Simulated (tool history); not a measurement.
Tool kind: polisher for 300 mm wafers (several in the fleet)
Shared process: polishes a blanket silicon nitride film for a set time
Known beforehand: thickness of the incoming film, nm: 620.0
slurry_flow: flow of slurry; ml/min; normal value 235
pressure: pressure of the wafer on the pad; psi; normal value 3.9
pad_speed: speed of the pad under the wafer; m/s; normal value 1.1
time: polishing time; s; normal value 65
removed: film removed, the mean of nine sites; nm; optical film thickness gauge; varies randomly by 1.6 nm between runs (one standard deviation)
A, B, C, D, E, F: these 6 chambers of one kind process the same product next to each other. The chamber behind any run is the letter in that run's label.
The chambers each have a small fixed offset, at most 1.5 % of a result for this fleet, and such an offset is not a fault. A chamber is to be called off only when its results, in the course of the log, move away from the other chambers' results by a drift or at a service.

run   hour  slurry_flow  pressure  pad_speed  time  removed
 1C    6.1          235       3.9        1.1    65   130.44
       7.2  -- chamber F: head pressure recalibrated
 2B   14.1          235       3.9        1.1    65    130.1
      17.5  -- chamber E: head pressure recalibrated
 3A   26.9          235       3.9        1.1    65   134.91
 4F     36          235       3.9        1.1    65   126.59
 5D   42.1          235       3.9        1.1    65   128.84
      44.3  -- chamber F: worn pad replaced by a new one
      46.2  -- chamber E: worn pad replaced by a new one
      47.6  -- chamber A: worn pad replaced by a new one
      48.3  -- chamber C: worn pad replaced by a new one
 6E   49.1          235       3.9        1.1    65    130.8
      53.1  -- chamber B: slurry nozzle cleaned
 7C     57          235       3.9        1.1    65    131.6
 8F   64.5          235       3.9        1.1    65   131.41
 9A   72.4          235       2.9       1.42    65   120.25
10E   78.2          235       2.9       1.42    65   116.26
      79.8  -- chamber B: worn pad replaced by a new one
11D   89.3          235       2.9       1.42    65   116.76
12B     99          235       2.9       1.42    65   119.68
13C    112          235       2.9       1.42    65   119.02
14A  121.9          235       2.9       1.42    65   117.03
     122.3  -- chamber D: slurry nozzle cleaned
15F    134          235       3.9        1.1    65   127.89
     135.2  -- chamber F: worn pad replaced by a new one
16B  146.4          235       3.9        1.1    65   131.09
     152.2  -- chamber E: worn pad replaced by a new one
17E  152.3          235       3.9        1.1    65   129.91
18D  159.6          235       3.9        1.1    65   129.99
     161.2  -- chamber B: worn pad replaced by a new one
     163.3  -- chamber D: worn pad replaced by a new one
     163.7  -- chamber A: worn pad replaced by a new one
19F    166          235       3.9        1.1    65   128.61
20E  171.9          235       3.9        1.1    65   126.32
21A  180.3          235       3.9        1.1    65   131.53
     183.8  -- chamber C: worn pad replaced by a new one
22C  188.6          235       3.9        1.1    65   126.42
23B    196          235       3.9        1.1    65   133.24
     201.6  -- chamber F: slurry nozzle cleaned
     202.3  -- chamber A: head pressure recalibrated
24D  205.4          180       3.9        1.1    65    124.1
     211.6  -- chamber E: slurry nozzle cleaned
25B  213.1          180       3.9        1.1    65   123.37
26D  223.2          180       3.9        1.1    65   124.47
     223.3  -- chamber F: worn pad replaced by a new one
27A  233.2          180       3.9        1.1    65   124.31
     241.1  -- chamber B: worn pad replaced by a new one
28C  243.7          180       3.9        1.1    65   128.29
29F  254.5          180       3.9        1.1    65   124.32
     262.1  -- chamber E: worn pad replaced by a new one
30E  263.5          235       3.9        1.1    65   127.19
       264  -- chamber B: slurry nozzle cleaned
31F  275.3          235       3.9        1.1    65   129.48
     278.3  -- chamber A: worn pad replaced by a new one
32C  281.1          205       3.9       1.34    65   150.19
33A  289.8          205       3.9       1.34    65   147.31
34B  301.7          205       3.9       1.34    65   149.94
     312.8  -- chamber F: worn pad replaced by a new one
35E  314.1          205       3.9       1.34    65   147.01
     320.3  -- chamber D: worn pad replaced by a new one
36D  322.4          205       3.9       1.34    65      147
     323.9  -- chamber C: slurry nozzle cleaned
     327.5  -- chamber B: worn pad replaced by a new one
37B  328.5          205       3.9       1.34    65   149.17
     334.3  -- chamber C: worn pad replaced by a new one
38E  338.8          235       3.9        1.1    65   132.47
39A  346.8          235       3.1        1.1    65   103.96
40C    353          235       3.1        1.1    65   103.26
41D  361.7          235       3.1        1.1    65   105.52
42F  370.9          235       3.1        1.1    65   103.64
43F  383.9          235       3.1        1.1    65   102.44

Predict what each chamber gives when all 6 of them run the settings below next.
44A  393.5          235       3.9        1.1    65        ?
44B  393.5          235       3.9        1.1    65        ?
44C  393.5          235       3.9        1.1    65        ?
44D  393.5          235       3.9        1.1    65        ?
44E  393.5          235       3.9        1.1    65        ?
44F  393.5          235       3.9        1.1    65        ?

run  removed
44A   129.34
44B   125.05
44C    128.9
44D   130.57
44E   127.63
44F   129.64

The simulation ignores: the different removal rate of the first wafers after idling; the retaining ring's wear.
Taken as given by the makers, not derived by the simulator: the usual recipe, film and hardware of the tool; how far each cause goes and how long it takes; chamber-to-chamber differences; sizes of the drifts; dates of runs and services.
